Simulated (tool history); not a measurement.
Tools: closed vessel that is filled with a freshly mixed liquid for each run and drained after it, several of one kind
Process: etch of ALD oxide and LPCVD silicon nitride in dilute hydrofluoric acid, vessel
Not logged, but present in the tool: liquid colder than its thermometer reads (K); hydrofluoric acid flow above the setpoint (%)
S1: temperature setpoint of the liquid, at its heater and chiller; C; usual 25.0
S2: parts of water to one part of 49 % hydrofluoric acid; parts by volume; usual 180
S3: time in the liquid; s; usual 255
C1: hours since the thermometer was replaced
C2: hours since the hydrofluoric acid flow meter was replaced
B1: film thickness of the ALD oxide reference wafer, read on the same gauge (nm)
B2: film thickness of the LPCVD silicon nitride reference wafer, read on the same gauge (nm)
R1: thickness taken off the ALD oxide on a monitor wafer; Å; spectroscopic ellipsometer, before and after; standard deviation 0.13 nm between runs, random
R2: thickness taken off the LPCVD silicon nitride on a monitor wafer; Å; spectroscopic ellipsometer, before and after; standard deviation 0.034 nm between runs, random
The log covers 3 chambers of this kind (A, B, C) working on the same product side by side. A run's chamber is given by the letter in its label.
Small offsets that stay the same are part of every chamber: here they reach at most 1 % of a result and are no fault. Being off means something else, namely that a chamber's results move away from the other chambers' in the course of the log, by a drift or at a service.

run 1C hour=9.8 | S1=25.0 S2=180 S3=255 | C1=1790.3 C2=1822.2 | B1=30.002 B2=89.988 | R1=305.96 R2=8.8467
run 2B hour=22.4 | S1=25.0 S2=180 S3=255 | C1=559.1 C2=536.5 | B1=29.997 B2=89.983 | R1=306.96 R2=8.6502
run 3A hour=36.0 | S1=25.0 S2=180 S3=255 | C1=1749.6 C2=2027.9 | B1=29.971 B2=90.000 | R1=303.99 R2=8.6005
-- hour=45.0 chamber A: hydrofluoric acid flow meter replaced
run 4B hour=51.2 | S1=25.0 S2=180 S3=255 | C1=587.9 C2=565.3 | B1=29.985 B2=90.029 | R1=302.91 R2=8.6068
run 5C hour=61.5 | S1=25.0 S2=180 S3=255 | C1=1842.0 C2=1873.9 | B1=29.951 B2=89.963 | R1=306.93 R2=8.4725
run 6A hour=71.8 | S1=25.0 S2=220 S3=255 | C1=1785.4 C2=26.8 | B1=29.988 B2=90.005 | R1=238.11 R2=6.7884
run 7C hour=80.0 | S1=25.0 S2=220 S3=255 | C1=1860.5 C2=1892.4 | B1=29.960 B2=89.973 | R1=240.16 R2=6.8108
run 8A hour=87.3 | S1=25.0 S2=220 S3=255 | C1=1800.9 C2=42.3 | B1=29.990 B2=89.967 | R1=236.46 R2=6.7640
run 9B hour=95.6 | S1=25.0 S2=180 S3=255 | C1=632.3 C2=609.7 | B1=30.049 B2=89.966 | R1=306.41 R2=8.4786
run 10A hour=111.5 | S1=25.0 S2=180 S3=255 | C1=1825.1 C2=66.5 | B1=29.995 B2=90.025 | R1=304.38 R2=8.0152
run 11B hour=126.4 | S1=25.0 S2=180 S3=255 | C1=663.1 C2=640.5 | B1=29.986 B2=89.990 | R1=305.19 R2=8.5044
run 12C hour=135.4 | S1=25.0 S2=180 S3=255 | C1=1915.9 C2=1947.8 | B1=30.003 B2=90.001 | R1=306.58 R2=8.3497
run 13B hour=148.6 | S1=25.0 S2=180 S3=255 | C1=685.3 C2=662.7 | B1=30.009 B2=89.971 | R1=304.36 R2=8.5410
run 14C hour=159.6 | S1=25.0 S2=180 S3=255 | C1=1940.1 C2=1972.0 | B1=29.999 B2=90.013 | R1=306.05 R2=8.5852
run 15A hour=169.6 | S1=25.0 S2=180 S3=255 | C1=1883.2 C2=124.6 | B1=30.009 B2=90.023 | R1=305.06 R2=8.1447
run 16C hour=185.7 | S1=25.0 S2=180 S3=255 | C1=1966.2 C2=1998.1 | B1=30.007 B2=90.005 | R1=306.33 R2=8.2681
run 17B hour=200.8 | S1=25.0 S2=180 S3=255 | C1=737.5 C2=714.9 | B1=29.998 B2=89.951 | R1=304.29 R2=8.1557
run 18A hour=209.4 | S1=25.0 S2=180 S3=255 | C1=1923.0 C2=164.4 | B1=30.001 B2=90.007 | R1=303.57 R2=8.7197
run 19B hour=225.0 | S1=25.0 S2=180 S3=255 | C1=761.7 C2=739.1 | B1=30.028 B2=90.011 | R1=304.37 R2=7.8503
run 20C hour=234.0 | S1=25.0 S2=180 S3=255 | C1=2014.5 C2=2046.4 | B1=29.989 B2=90.037 | R1=306.78 R2=8.3007
run 21A hour=249.7 | S1=25.0 S2=180 S3=255 | C1=1963.3 C2=204.7 | B1=29.992 B2=89.949 | R1=303.60 R2=8.0604
run 22A hour=260.2 | S1=25.0 S2=180 S3=255 | C1=1973.8 C2=215.2 | B1=29.954 B2=89.950 | R1=302.86 R2=8.3953
run 23B hour=271.2 | S1=25.0 S2=180 S3=255 | C1=807.9 C2=785.3 | B1=29.977 B2=89.988 | R1=305.90 R2=7.6749
run 24C hour=286.3 | S1=25.0 S2=180 S3=255 | C1=2066.8 C2=2098.7 | B1=29.948 B2=90.018 | R1=307.55 R2=8.6486
run 25C hour=295.5 | S1=25.0 S2=180 S3=255 | C1=2076.0 C2=2107.9 | B1=30.006 B2=90.048 | R1=306.03 R2=8.0599
-- hour=302.9 chamber C: hydrofluoric acid flow meter replaced
run 26A hour=309.7 | S1=25.0 S2=180 S3=255 | C1=2023.3 C2=264.7 | B1=29.994 B2=89.998 | R1=304.48 R2=8.3846
run 27B hour=323.8 | S1=22.5 S2=105 S3=255 | C1=860.5 C2=837.9 | B1=30.014 B2=90.005 | R1=525.52 R2=12.8070
run 28B hour=331.0 | S1=22.5 S2=105 S3=255 | C1=867.7 C2=845.1 | B1=30.000 B2=90.003 | R1=523.79 R2=12.3560
run 29C hour=339.9 | S1=22.5 S2=105 S3=255 | C1=2120.4 C2=37.1 | B1=30.009 B2=89.973 | R1=528.86 R2=12.1530
run 30A hour=347.6 | S1=21.0 S2=180 S3=255 | C1=2061.2 C2=302.6 | B1=30.005 B2=89.983 | R1=260.99 R2=6.8344
run 31A hour=357.8 | S1=21.0 S2=180 S3=255 | C1=2071.4 C2=312.8 | B1=29.972 B2=90.022 | R1=260.52 R2=6.7722
run 32C hour=372.3 | S1=21.0 S2=180 S3=255 | C1=2152.8 C2=69.5 | B1=29.976 B2=90.015 | R1=262.51 R2=6.6044
run 33B hour=387.5 | S1=25.0 S2=95 S3=310 | C1=924.2 C2=901.6 | B1=30.005 B2=89.988 | R1=789.26 R2=18.8490
run 34A hour=394.9 | S1=25.0 S2=95 S3=310 | C1=2108.5 C2=349.9 | B1=29.976 B2=90.021 | R1=775.27 R2=18.1260
run 35B hour=410.7 | S1=25.0 S2=95 S3=310 | C1=947.4 C2=924.8 | B1=30.000 B2=89.984 | R1=790.07 R2=19.3810
run 36C hour=425.6 | S1=25.0 S2=180 S3=255 | C1=2206.1 C2=122.8 | B1=29.985 B2=89.991 | R1=306.89 R2=8.4752
run 37C hour=435.5 | S1=25.0 S2=180 S3=255 | C1=2216.0 C2=132.7 | B1=29.977 B2=90.012 | R1=307.95 R2=8.0414
run 38A hour=446.5 | S1=25.0 S2=180 S3=255 | C1=2160.1 C2=401.5 | B1=29.999 B2=89.989 | R1=301.59 R2=7.8779
run 39B hour=462.7 | S1=25.0 S2=180 S3=255 | C1=999.4 C2=976.8 | B1=30.005 B2=89.995 | R1=306.39 R2=9.2485
run 40C hour=477.6 | S1=25.0 S2=180 S3=255 | C1=2258.1 C2=174.8 | B1=29.989 B2=89.967 | R1=307.68 R2=8.8165
run 41A hour=490.7 | S1=30.0 S2=180 S3=120 | C1=2204.3 C2=445.7 | B1=29.975 B2=89.994 | R1=171.68 R2=5.2570
run 42B hour=498.8 | S1=30.0 S2=180 S3=120 | C1=1035.5 C2=1012.9 | B1=30.031 B2=90.007 | R1=172.32 R2=5.4736
run 43C hour=509.2 | S1=30.0 S2=180 S3=120 | C1=2289.7 C2=206.4 | B1=30.001 B2=89.989 | R1=172.20 R2=5.4093

Each of the 3 chambers runs these same settings next. Fill in every chamber's results:
run 44A hour=521.1 | S1=25.0 S2=130 S3=255 | R1=? R2=?
run 44B hour=521.1 | S1=25.0 S2=130 S3=255 | R1=? R2=?
run 44C hour=521.1 | S1=25.0 S2=130 S3=255 | R1=? R2=?

run=44A R1=443.45 R2=11.3980
run=44B R1=453.62 R2=11.8150
run=44C R1=451.53 R2=10.7980
